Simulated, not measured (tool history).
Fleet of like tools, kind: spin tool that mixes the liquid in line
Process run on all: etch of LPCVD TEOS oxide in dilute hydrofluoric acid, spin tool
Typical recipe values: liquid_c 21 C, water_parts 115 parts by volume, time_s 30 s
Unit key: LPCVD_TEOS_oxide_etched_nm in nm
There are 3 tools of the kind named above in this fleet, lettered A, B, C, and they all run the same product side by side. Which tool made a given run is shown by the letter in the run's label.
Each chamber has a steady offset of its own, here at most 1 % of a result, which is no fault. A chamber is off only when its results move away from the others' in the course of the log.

| run | hour | liquid_c | water_parts | time_s | read-back film thickness of the LPCVD TEOS oxide reference wafer, read on the same gauge (nm) | LPCVD_TEOS_oxide_etched_nm |
|---|---|---|---|---|---|---|
| 1C | 7.3 | 21 | 115 | 30 | 149.98 | 5.9559 |
| 2B | 13.4 | 21 | 115 | 30 | 150.02 | 5.9742 |
| 3A | 19.9 | 21 | 115 | 30 | 149.97 | 6.0258 |
| 4B | 25.6 | 21 | 115 | 30 | 149.99 | 5.9483 |
| 5C | 30.3 | 21 | 115 | 30 | 149.98 | 5.9717 |
| 6A | 36.8 | 21 | 115 | 30 | 149.97 | 6.0074 |
| 7A | 41.3 | 21 | 115 | 30 | 150 | 5.9486 |
| 8B | 45.5 | 21 | 115 | 30 | 150.03 | 5.9497 |
| 9C | 53 | 21 | 115 | 30 | 150 | 5.9783 |
| 10A | 61.3 | 21 | 115 | 30 | 150.02 | 5.9661 |
| 11C | 70.6 | 21 | 65 | 40 | 150.04 | 14.978 |
| 12B | 75.4 | 21 | 65 | 40 | 149.99 | 14.598 |
| 13C | 84.9 | 21 | 65 | 40 | 150 | 14.969 |
| 14B | 90.4 | 21 | 115 | 30 | 150.02 | 5.965 |
| 15A | 98.4 | 21 | 115 | 30 | 149.98 | 6.0461 |
| 16B | 106.2 | 21 | 115 | 30 | 149.99 | 5.9471 |
| 17A | 113 | 21 | 115 | 30 | 149.97 | 5.951 |
| 18C | 122.9 | 21 | 115 | 30 | 149.98 | 6.1274 |
| 19A | 131.8 | 21 | 115 | 30 | 150 | 5.9997 |
| 20B | 137.9 | 21 | 115 | 30 | 150.05 | 5.9462 |
| 21C | 144.4 | 21 | 115 | 30 | 149.98 | 6.1344 |
| 22B | 150.8 | 21 | 115 | 30 | 150.03 | 5.9916 |
| 23A | 159.7 | 21 | 115 | 30 | 150 | 5.9901 |
| 24C | 165.9 | 21 | 115 | 30 | 150 | 6.235 |
| 25A | 172.1 | 21 | 115 | 30 | 150 | 5.9491 |
|  | 180.4 | chamber B: hydrofluoric acid flow meter replaced |
| 26C | 181.9 | 21 | 115 | 30 | 150.03 | 6.233 |
| 27B | 188.7 | 21 | 115 | 30 | 150 | 5.9508 |
|  | 190.1 | chamber A: hydrofluoric acid flow meter replaced |
| 28A | 195.6 | 21 | 115 | 30 | 150.04 | 6.007 |
| 29C | 200.7 | 21 | 115 | 30 | 150.03 | 6.2454 |
| 30B | 207.5 | 21 | 115 | 30 | 150 | 5.9494 |
| 31C | 214.6 | 21 | 115 | 30 | 150 | 6.34 |
| 32B | 222.6 | 21 | 115 | 30 | 150 | 5.9221 |

All chambers now run identical settings, listed one chamber a line with results as question marks. What results will each chamber show?
| 33A | 229.7 | 21 | 95 | 30 |  | ? |
| 33B | 229.7 | 21 | 95 | 30 |  | ? |
| 33C | 229.7 | 21 | 95 | 30 |  | ? |

| run | LPCVD_TEOS_oxide_etched_nm |
|---|---|
| 33A | 7.379 |
| 33B | 7.3191 |
| 33C | 7.8623 |
